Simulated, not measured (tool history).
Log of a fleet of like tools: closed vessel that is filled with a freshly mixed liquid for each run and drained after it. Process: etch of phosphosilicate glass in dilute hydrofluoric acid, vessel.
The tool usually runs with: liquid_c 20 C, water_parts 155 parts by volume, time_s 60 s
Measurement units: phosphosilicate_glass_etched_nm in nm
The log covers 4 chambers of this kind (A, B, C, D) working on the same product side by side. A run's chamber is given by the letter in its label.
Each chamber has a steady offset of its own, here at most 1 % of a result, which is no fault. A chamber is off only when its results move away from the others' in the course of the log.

run   hour  liquid_c  water_parts  time_s  hours since the thermometer was replaced  hours since the hydrofluoric acid flow meter was replaced  read-back film thickness of the phosphosilicate glass reference wafer, read on the same gauge (nm)  phosphosilicate_glass_etched_nm
 1D    5.1        20          155      60                                      67.3                                                     1460.4                                                                                              59.996                           42.046
 2B   13.7        20          155      60                                     651.2                                                     1406.7                                                                                              60.007                           42.082
 3A   18.4        20          155      60                                    1796.9                                                      809.5                                                                                              60.034                           41.584
 4C   25.1        20          155      60                                     886.1                                                      554.2                                                                                              59.994                           40.829
 5A   32.6        20          155      60                                    1811.1                                                      823.7                                                                                              60.030                           41.111
      36.6  -- chamber B: thermometer replaced
 6C   37.4        20          155      60                                     898.4                                                      566.5                                                                                              59.998                           41.218
 7D   43.1        20          155      60                                     105.3                                                     1498.4                                                                                              59.977                           41.161
 8B   47.8        20          155      60                                      11.2                                                     1440.8                                                                                              60.020                           41.976
 9B   53.7        20          155      60                                      17.1                                                     1446.7                                                                                              59.974                           41.370
10C   59.0        20          155      60                                     920.0                                                      588.1                                                                                              59.965                           41.692
11A   67.3        20          155      60                                    1845.8                                                      858.4                                                                                              59.983                           42.567
12D   76.1        24          155      60                                     138.3                                                     1531.4                                                                                              59.990                           49.366
13A   84.2        24          155      60                                    1862.7                                                      875.3                                                                                              59.998                           48.779
14B   89.5        24          155      60                                      52.9                                                     1482.5                                                                                              60.032                           49.112
15C   95.8        24          155      60                                     956.8                                                      624.9                                                                                              59.979                           47.119
16D  100.6        20          155      60                                     162.8                                                     1555.9                                                                                              60.009                           41.377
17A  105.9        20          155      60                                    1884.4                                                      897.0                                                                                              59.984                           41.274
18D  114.1        20          155      60                                     176.3                                                     1569.4                                                                                              60.018                           41.247
19C  121.4        20          155      60                                     982.4                                                      650.5                                                                                              60.003                           40.647
20B  127.9        20          155      60                                      91.3                                                     1520.9                                                                                              59.995                           41.597
21B  134.2        20          155      60                                      97.6                                                     1527.2                                                                                              59.992                           42.269
22C  140.1        18          155      75                                    1001.1                                                      669.2                                                                                              59.991                           48.348
23D  148.3        18          155      75                                     210.5                                                     1603.6                                                                                              59.985                           48.272
24A  155.9        18          155      75                                    1934.4                                                      947.0                                                                                              60.011                           48.019
25C  163.5        18          155      75                                    1024.5                                                      692.6                                                                                              59.991                           48.448
26D  170.7        20          155      60                                     232.9                                                     1626.0                                                                                              60.002                           41.131
27A  177.6        20          155      50                                    1956.1                                                      968.7                                                                                              59.991                           34.463
28B  185.4        20          155      50                                     148.8                                                     1578.4                                                                                              60.022                           35.080
29C  190.4        20          155      50                                    1051.4                                                      719.5                                                                                              59.981                           36.217
30A  198.8        20          155      50                                    1977.3                                                      989.9                                                                                              60.006                           34.752
31B  205.9        20          155      60                                     169.3                                                     1598.9                                                                                              60.023                           41.563
32D  213.0        20          155      60                                     275.2                                                     1668.3                                                                                              60.006                           41.366
33B  221.5        20          155      60                                     184.9                                                     1614.5                                                                                              60.003                           41.630
34D  227.8        20          155      60                                     290.0                                                     1683.1                                                                                              60.016                           41.327
35A  234.3        20          155      60                                    2012.8                                                     1025.4                                                                                              59.992                           41.947
36C  239.9        20          155      60                                    1100.9                                                      769.0                                                                                              59.975                           44.736
37B  244.3        20          155      60                                     207.7                                                     1637.3                                                                                              60.010                           42.206
38D  248.7        20          155      60                                     310.9                                                     1704.0                                                                                              60.001                           41.538
39C  252.8        20          155      60                                    1113.8                                                      781.9                                                                                              59.978                           44.798
     260.2  -- chamber B: hydrofluoric acid flow meter replaced
40A  261.6        20          155      60                                    2040.1                                                     1052.7                                                                                              59.993                           41.558
41A  266.6        20          155      60                                    2045.1                                                     1057.7                                                                                              60.000                           42.256
42C  272.7        20          155      60                                    1133.7                                                      801.8                                                                                              60.021                           46.284
43B  281.2        20          155      60                                     244.6                                                       21.1                                                                                              60.007                           41.916

Read the log: is a single chamber off, either drifting away or since a service, is the gauge that measures every chamber drifting, or is nothing wrong beyond small per-chamber offsets? Name any odd chamber and what most likely caused it.

Chamber C drifts away from the others.
Most likely cause: hydrofluoric acid flow above the setpoint (%) = 10.8.
The log may not separate it from: liquid hotter than its thermometer reads (K).

Below are 4 candidate recipes for chamber C's next run, each the usual settings with a change, their results shown as question marks. Which of them brings C's results back in line with what the other chambers give on the usual settings?
To be in line, a result may differ from the other chambers' mean on the usual settings by at most: phosphosilicate_glass_etched_nm 1.400 nm
44C-1  287.6      19.5          155      55                                                                                                                                                                                                                                         ?
44C-2  287.6      20.0          150      65                                                                                                                                                                                                                                         ?
44C-3  287.6      19.5          175      60                                                                                                                                                                                                                                         ?
44C-4  287.6      20.0          145      65                                                                                                                                                                                                                                         ?

The other chambers' mean on the usual settings: phosphosilicate_glass_etched_nm 41.598 nm
  run  phosphosilicate_glass_etched_nm
44C-1                           41.607
44C-2                           52.089
44C-3                           39.474
44C-4                           54.137
It is 44C-1 that realigns the chamber with its peers.
